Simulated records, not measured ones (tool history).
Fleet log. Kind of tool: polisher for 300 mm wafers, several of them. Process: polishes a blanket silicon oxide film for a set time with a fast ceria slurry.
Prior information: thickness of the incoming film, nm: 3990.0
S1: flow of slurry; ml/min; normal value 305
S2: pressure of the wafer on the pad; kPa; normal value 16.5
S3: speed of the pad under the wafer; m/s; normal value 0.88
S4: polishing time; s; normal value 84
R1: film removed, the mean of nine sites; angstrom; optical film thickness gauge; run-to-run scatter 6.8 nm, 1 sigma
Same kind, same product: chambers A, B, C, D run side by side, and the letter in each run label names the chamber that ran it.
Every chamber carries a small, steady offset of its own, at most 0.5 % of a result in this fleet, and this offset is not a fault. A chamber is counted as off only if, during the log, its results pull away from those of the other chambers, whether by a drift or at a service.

Run 1A, day 0.375: usual settings. Result: R1 8581.7 angstrom.
Run 2B, day 0.796: usual settings. Result: R1 8627.6 angstrom.
At day 0.883: chamber B: head pressure recalibrated.
Run 3C, day 1.188: usual settings. Result: R1 8567.7 angstrom.
Run 4D, day 1.5: usual settings. Result: R1 8661.1 angstrom.
Run 5D, day 1.796: usual settings. Result: R1 8509.7 angstrom.
Run 6A, day 2.283: usual settings. Result: R1 8656.1 angstrom.
Run 7B, day 2.817: usual settings but S4 101 s. Result: R1 10206 angstrom.
Run 8C, day 3.408: usual settings but S4 101 s. Result: R1 10215 angstrom.
Run 9C, day 3.971: usual settings but S4 101 s. Result: R1 10223 angstrom.
Run 10B, day 4.596: usual settings but S4 101 s. Result: R1 10267 angstrom.
At day 4.783: chamber D: head pressure recalibrated.
At day 4.971: chamber B: worn pad replaced by a new one.
At day 5.192: chamber C: head pressure recalibrated.
Run 11D, day 5.229: usual settings. Result: R1 8379.6 angstrom.
Run 12A, day 5.679: usual settings. Result: R1 8423.5 angstrom.
At day 5.867: chamber A: worn pad replaced by a new one.
Run 13D, day 6.004: usual settings. Result: R1 8360.3 angstrom.
Run 14B, day 6.45: usual settings. Result: R1 8453.8 angstrom.
Run 15C, day 7.088: usual settings. Result: R1 8576.9 angstrom.
Run 16A, day 7.529: usual settings. Result: R1 8575.7 angstrom.
Run 17C, day 7.825: usual settings. Result: R1 8611.9 angstrom.
Run 18D, day 8.358: usual settings but S2 19.3 kPa. Result: R1 9510.4 angstrom.
Run 19A, day 8.833: usual settings but S2 19.3 kPa. Result: R1 10061 angstrom.
Run 20B, day 9.121: usual settings but S2 19.3 kPa. Result: R1 10086 angstrom.
Run 21D, day 9.638: usual settings but S2 19.3 kPa. Result: R1 9352.5 angstrom.
Run 22C, day 10.242: usual settings. Result: R1 8514.9 angstrom.
Run 23A, day 10.696: usual settings. Result: R1 8407.3 angstrom.
At day 10.762: chamber C: worn pad replaced by a new one.
Run 24B, day 11.071: usual settings. Result: R1 8575.3 angstrom.
Run 25B, day 11.675: usual settings. Result: R1 8432.6 angstrom.
Run 26D, day 12.117: usual settings. Result: R1 7895.5 angstrom.
Run 27A, day 12.604: usual settings. Result: R1 8419 angstrom.
Run 28C, day 13.133: usual settings. Result: R1 8570.9 angstrom.
Run 29C, day 13.704: usual settings but S2 13.8 kPa. Result: R1 7114.5 angstrom.

Read the log: is a single chamber off, either drifting away or since a service, is the gauge that measures every chamber drifting, or is nothing wrong beyond small per-chamber offsets? Name any odd chamber and what most likely caused it.

One chamber, D, drifts off from the rest bit by bit.
Most likely cause: removal rate lost through wear of the pad, % = 10.2.

Here are 4 candidates for chamber D's next run, each the usual settings with a change, their results left as question marks. Which one brings its results back in line with what the others give on the usual settings?
A result is in line if it is within this distance of the other chambers' mean on the usual settings: R1 240 angstrom
Run 30D-1, day 14.167: usual settings but S2 15.9 kPa, S3 0.86 m/s, S4 81 s. Result: R1 ?.
Run 30D-2, day 14.167: usual settings but S2 17.2 kPa, S3 0.92 m/s, S4 87 s. Result: R1 ?.
Run 30D-3, day 14.167: usual settings but S3 1.08 m/s. Result: R1 ?.
Run 30D-4, day 14.167: usual settings but S3 0.8 m/s, S4 76 s. Result: R1 ?.

Mean of the other chambers on the usual settings: R1 8525.6 angstrom
  run      R1
30D-1  6869.7
30D-2  8570.9
30D-3    9336
30D-4  6250.9
30D-2 brings the chamber back in line.

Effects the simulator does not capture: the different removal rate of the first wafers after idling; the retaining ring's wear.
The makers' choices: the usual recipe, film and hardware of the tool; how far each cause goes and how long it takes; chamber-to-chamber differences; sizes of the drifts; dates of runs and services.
